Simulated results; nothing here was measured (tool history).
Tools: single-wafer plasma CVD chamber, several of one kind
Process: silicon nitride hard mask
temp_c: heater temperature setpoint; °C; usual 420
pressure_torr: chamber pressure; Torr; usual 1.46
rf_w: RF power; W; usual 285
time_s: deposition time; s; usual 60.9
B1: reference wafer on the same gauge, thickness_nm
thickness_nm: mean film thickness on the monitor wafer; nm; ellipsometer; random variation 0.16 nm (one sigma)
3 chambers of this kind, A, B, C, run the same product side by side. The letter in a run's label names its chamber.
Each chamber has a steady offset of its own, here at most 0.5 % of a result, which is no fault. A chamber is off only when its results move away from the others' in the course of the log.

{"run": "1C", "hour": 4.6, "temp_c": 420, "pressure_torr": 1.46, "rf_w": 285, "time_s": 60.9, "B1": 77.794, "thickness_nm": 65.129}
{"run": "2B", "hour": 8.4, "temp_c": 420, "pressure_torr": 1.46, "rf_w": 285, "time_s": 60.9, "B1": 77.841, "thickness_nm": 65.146}
{"run": "3A", "hour": 12.0, "temp_c": 420, "pressure_torr": 1.46, "rf_w": 285, "time_s": 60.9, "B1": 77.77, "thickness_nm": 65.605}
{"run": "4A", "hour": 17.0, "temp_c": 420, "pressure_torr": 1.46, "rf_w": 285, "time_s": 60.9, "B1": 77.767, "thickness_nm": 65.739}
{"run": "5C", "hour": 22.4, "temp_c": 420, "pressure_torr": 1.46, "rf_w": 285, "time_s": 60.9, "B1": 77.81, "thickness_nm": 65.351}
{"run": "6B", "hour": 28.4, "temp_c": 420, "pressure_torr": 1.46, "rf_w": 285, "time_s": 60.9, "B1": 77.737, "thickness_nm": 64.979}
{"run": "7A", "hour": 32.9, "temp_c": 420, "pressure_torr": 1.46, "rf_w": 285, "time_s": 60.9, "B1": 77.816, "thickness_nm": 65.172}
{"run": "8C", "hour": 38.0, "temp_c": 420, "pressure_torr": 1.46, "rf_w": 285, "time_s": 60.9, "B1": 77.821, "thickness_nm": 65.106}
{"run": "9B", "hour": 42.5, "temp_c": 420, "pressure_torr": 1.46, "rf_w": 285, "time_s": 60.9, "B1": 77.793, "thickness_nm": 65.072}
{"run": "10C", "hour": 46.8, "temp_c": 420, "pressure_torr": 1.46, "rf_w": 285, "time_s": 67.4, "B1": 77.806, "thickness_nm": 72.401}
{"run": "11A", "hour": 53.6, "temp_c": 420, "pressure_torr": 1.46, "rf_w": 285, "time_s": 67.4, "B1": 77.79, "thickness_nm": 72.198}
{"run": "12B", "hour": 61.1, "temp_c": 420, "pressure_torr": 1.46, "rf_w": 285, "time_s": 67.4, "B1": 77.777, "thickness_nm": 71.621}
{"run": "13C", "hour": 65.1, "temp_c": 408, "pressure_torr": 1.16, "rf_w": 285, "time_s": 60.9, "B1": 77.802, "thickness_nm": 60.893}
{"run": "14B", "hour": 69.5, "temp_c": 408, "pressure_torr": 1.16, "rf_w": 285, "time_s": 60.9, "B1": 77.833, "thickness_nm": 60.307}
{"run": "15A", "hour": 74.3, "temp_c": 408, "pressure_torr": 1.16, "rf_w": 285, "time_s": 60.9, "B1": 77.754, "thickness_nm": 61.479}
{"run": "16B", "hour": 79.5, "temp_c": 420, "pressure_torr": 1.46, "rf_w": 285, "time_s": 60.9, "B1": 77.802, "thickness_nm": 64.139}
{"run": "17A", "hour": 83.9, "temp_c": 420, "pressure_torr": 1.46, "rf_w": 285, "time_s": 60.9, "B1": 77.778, "thickness_nm": 65.197}
{"run": "18C", "hour": 89.3, "temp_c": 420, "pressure_torr": 1.46, "rf_w": 285, "time_s": 60.9, "B1": 77.811, "thickness_nm": 65.43}
{"run": "19C", "hour": 96.5, "temp_c": 416, "pressure_torr": 1.46, "rf_w": 230, "time_s": 60.9, "B1": 77.743, "thickness_nm": 56.178}
{"run": "20B", "hour": 103.6, "temp_c": 416, "pressure_torr": 1.46, "rf_w": 230, "time_s": 60.9, "B1": 77.79, "thickness_nm": 55.065}
{"run": "21A", "hour": 110.6, "temp_c": 416, "pressure_torr": 1.46, "rf_w": 230, "time_s": 60.9, "B1": 77.841, "thickness_nm": 56.49}
{"run": "22A", "hour": 114.7, "temp_c": 420, "pressure_torr": 1.46, "rf_w": 285, "time_s": 60.9, "B1": 77.83, "thickness_nm": 65.566}
{"run": "23B", "hour": 118.9, "temp_c": 434, "pressure_torr": 1.46, "rf_w": 230, "time_s": 60.9, "B1": 77.805, "thickness_nm": 54.344}
{"run": "24C", "hour": 124.5, "temp_c": 434, "pressure_torr": 1.46, "rf_w": 230, "time_s": 60.9, "B1": 77.794, "thickness_nm": 55.866}
{"run": "25B", "hour": 132.3, "temp_c": 434, "pressure_torr": 1.46, "rf_w": 230, "time_s": 60.9, "B1": 77.839, "thickness_nm": 54.376}
{"run": "26A", "hour": 139.5, "temp_c": 420, "pressure_torr": 1.65, "rf_w": 285, "time_s": 68.6, "B1": 77.846, "thickness_nm": 76.51}
{"run": "27C", "hour": 144.6, "temp_c": 420, "pressure_torr": 1.65, "rf_w": 285, "time_s": 68.6, "B1": 77.816, "thickness_nm": 75.969}
{"run": "28A", "hour": 152.4, "temp_c": 420, "pressure_torr": 1.65, "rf_w": 285, "time_s": 68.6, "B1": 77.812, "thickness_nm": 76.703}
{"run": "29B", "hour": 156.4, "temp_c": 420, "pressure_torr": 1.46, "rf_w": 285, "time_s": 60.9, "B1": 77.782, "thickness_nm": 63.336}
{"run": "30C", "hour": 164.2, "temp_c": 420, "pressure_torr": 1.46, "rf_w": 285, "time_s": 60.9, "B1": 77.83, "thickness_nm": 65.109}

All 3 chambers run these settings next. Forecast each chamber's results:
{"run": "31A", "hour": 169.8, "temp_c": 420, "pressure_torr": 1.46, "rf_w": 285, "time_s": 60.9, "thickness_nm": "?"}
{"run": "31B", "hour": 169.8, "temp_c": 420, "pressure_torr": 1.46, "rf_w": 285, "time_s": 60.9, "thickness_nm": "?"}
{"run": "31C", "hour": 169.8, "temp_c": 420, "pressure_torr": 1.46, "rf_w": 285, "time_s": 60.9, "thickness_nm": "?"}

run=31A thickness_nm=65.403
run=31B thickness_nm=63.002
run=31C thickness_nm=65.347
